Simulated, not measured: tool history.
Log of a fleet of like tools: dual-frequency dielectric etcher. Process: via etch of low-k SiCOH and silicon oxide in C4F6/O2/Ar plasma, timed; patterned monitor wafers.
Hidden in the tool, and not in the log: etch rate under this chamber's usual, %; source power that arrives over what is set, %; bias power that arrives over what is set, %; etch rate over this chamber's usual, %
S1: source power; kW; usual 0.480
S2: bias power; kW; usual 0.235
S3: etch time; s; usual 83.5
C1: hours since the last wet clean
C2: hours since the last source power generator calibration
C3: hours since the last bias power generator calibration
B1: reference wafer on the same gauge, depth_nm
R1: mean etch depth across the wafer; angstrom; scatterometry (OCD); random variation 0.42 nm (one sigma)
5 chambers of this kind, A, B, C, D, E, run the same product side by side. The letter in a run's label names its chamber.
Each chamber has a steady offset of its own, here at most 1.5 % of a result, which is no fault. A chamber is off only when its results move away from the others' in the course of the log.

| run | hour | S1 | S2 | S3 | C1 | C2 | C3 | B1 | R1 |
|---|---|---|---|---|---|---|---|---|---|
| 1A | 4.9 | 0.480 | 0.235 | 83.5 | 494.0 | 1824.2 | 2417.1 | 310.99 | 2749.2 |
| 2E | 8.6 | 0.480 | 0.235 | 83.5 | 292.2 | 277.5 | 2690.5 | 311.09 | 2699.4 |
| 3B | 12.6 | 0.480 | 0.235 | 83.5 | 156.6 | 3837.1 | 129.7 | 311.11 | 2758.5 |
| 4D | 17.6 | 0.480 | 0.235 | 83.5 | 175.6 | 1172.2 | 1075.6 | 311.22 | 2727.2 |
| 5C | 22.5 | 0.480 | 0.235 | 83.5 | 284.9 | 1586.3 | 2852.1 | 311.27 | 2732.9 |
| 6D | 27.8 | 0.480 | 0.235 | 83.5 | 185.8 | 1182.4 | 1085.8 | 311.33 | 2727.6 |
| 7C | 30.2 | 0.480 | 0.235 | 83.5 | 292.6 | 1594.0 | 2859.8 | 311.49 | 2739.7 |
| 8B | 34.1 | 0.480 | 0.235 | 83.5 | 178.1 | 3858.6 | 151.2 | 311.48 | 2759.0 |
| 9E | 36.9 | 0.480 | 0.235 | 83.5 | 320.5 | 305.8 | 2718.8 | 311.48 | 2707.2 |
| 10A | 40.5 | 0.480 | 0.235 | 83.5 | 529.6 | 1859.8 | 2452.7 | 311.49 | 2754.0 |
| 11E | 43.8 | 0.480 | 0.235 | 83.5 | 327.4 | 312.7 | 2725.7 | 311.65 | 2701.9 |
| 12D | 48.9 | 0.480 | 0.235 | 83.5 | 206.9 | 1203.5 | 1106.9 | 311.64 | 2728.0 |
| 13A | 53.5 | 0.480 | 0.235 | 83.5 | 542.6 | 1872.8 | 2465.7 | 311.64 | 2750.9 |
| 14C | 57.9 | 0.480 | 0.235 | 83.5 | 320.3 | 1621.7 | 2887.5 | 311.72 | 2732.4 |
| 15B | 62.7 | 0.480 | 0.235 | 83.5 | 206.7 | 3887.2 | 179.8 | 311.80 | 2758.8 |
| 16A | 66.9 | 0.480 | 0.235 | 83.5 | 556.0 | 1886.2 | 2479.1 | 311.86 | 2758.4 |
| 17D | 71.1 | 0.480 | 0.235 | 83.5 | 229.1 | 1225.7 | 1129.1 | 311.90 | 2730.5 |
| 18E | 75.1 | 0.480 | 0.235 | 83.5 | 358.7 | 344.0 | 2757.0 | 311.99 | 2707.4 |
| 19B | 79.2 | 0.480 | 0.235 | 83.5 | 223.2 | 3903.7 | 196.3 | 311.92 | 2766.1 |
| 20C | 83.8 | 0.480 | 0.235 | 83.5 | 346.2 | 1647.6 | 2913.4 | 312.11 | 2746.5 |
| 21A | 86.2 | 0.480 | 0.271 | 67.0 | 575.3 | 1905.5 | 2498.4 | 312.00 | 2326.3 |
| 22C | 91.4 | 0.480 | 0.271 | 67.0 | 353.8 | 1655.2 | 2921.0 | 312.11 | 2309.7 |
|  | 92.3 | chamber E: bias power generator calibrated |
| 23B | 94.4 | 0.480 | 0.271 | 67.0 | 238.4 | 3918.9 | 211.5 | 312.26 | 2325.6 |
| 24D | 97.5 | 0.480 | 0.271 | 67.0 | 255.5 | 1252.1 | 1155.5 | 312.10 | 2301.1 |
| 25E | 100.0 | 0.480 | 0.271 | 67.0 | 383.6 | 368.9 | 7.8 | 312.29 | 2289.1 |
| 26C | 103.8 | 0.480 | 0.235 | 83.5 | 366.2 | 1667.6 | 2933.4 | 312.34 | 2739.2 |
| 27B | 109.0 | 0.480 | 0.235 | 83.5 | 253.0 | 3933.5 | 226.1 | 312.37 | 2767.7 |
| 28E | 114.3 | 0.520 | 0.235 | 83.5 | 397.9 | 383.2 | 22.1 | 312.50 | 2798.6 |
| 29D | 119.2 | 0.520 | 0.235 | 83.5 | 277.2 | 1273.8 | 1177.2 | 312.51 | 2820.2 |
|  | 119.3 | chamber B: source power generator calibrated |
| 30A | 124.6 | 0.520 | 0.235 | 83.5 | 613.7 | 1943.9 | 2536.8 | 312.58 | 2836.8 |
|  | 127.0 | chamber C: wet clean of the chamber |
| 31E | 129.8 | 0.520 | 0.235 | 83.5 | 413.4 | 398.7 | 37.6 | 312.59 | 2800.4 |
| 32A | 135.2 | 0.520 | 0.235 | 83.5 | 624.3 | 1954.5 | 2547.4 | 312.60 | 2852.3 |
| 33C | 138.4 | 0.480 | 0.235 | 83.5 | 11.4 | 1702.2 | 2968.0 | 312.82 | 2739.0 |
| 34B | 142.6 | 0.480 | 0.235 | 83.5 | 286.6 | 23.3 | 259.7 | 312.60 | 2771.5 |
| 35D | 146.8 | 0.480 | 0.235 | 83.5 | 304.8 | 1301.4 | 1204.8 | 312.83 | 2737.2 |
| 36E | 151.9 | 0.480 | 0.235 | 83.5 | 435.5 | 420.8 | 59.7 | 312.96 | 2729.4 |

Is one chamber off against the others, does the gauge drift, or is nothing wrong? If a chamber is off, say which, and what the likeliest cause is.

The gauge drifts, so all chambers seem to drift together. No chamber is off.
Cause: gauge reads high (%) = 0.624.
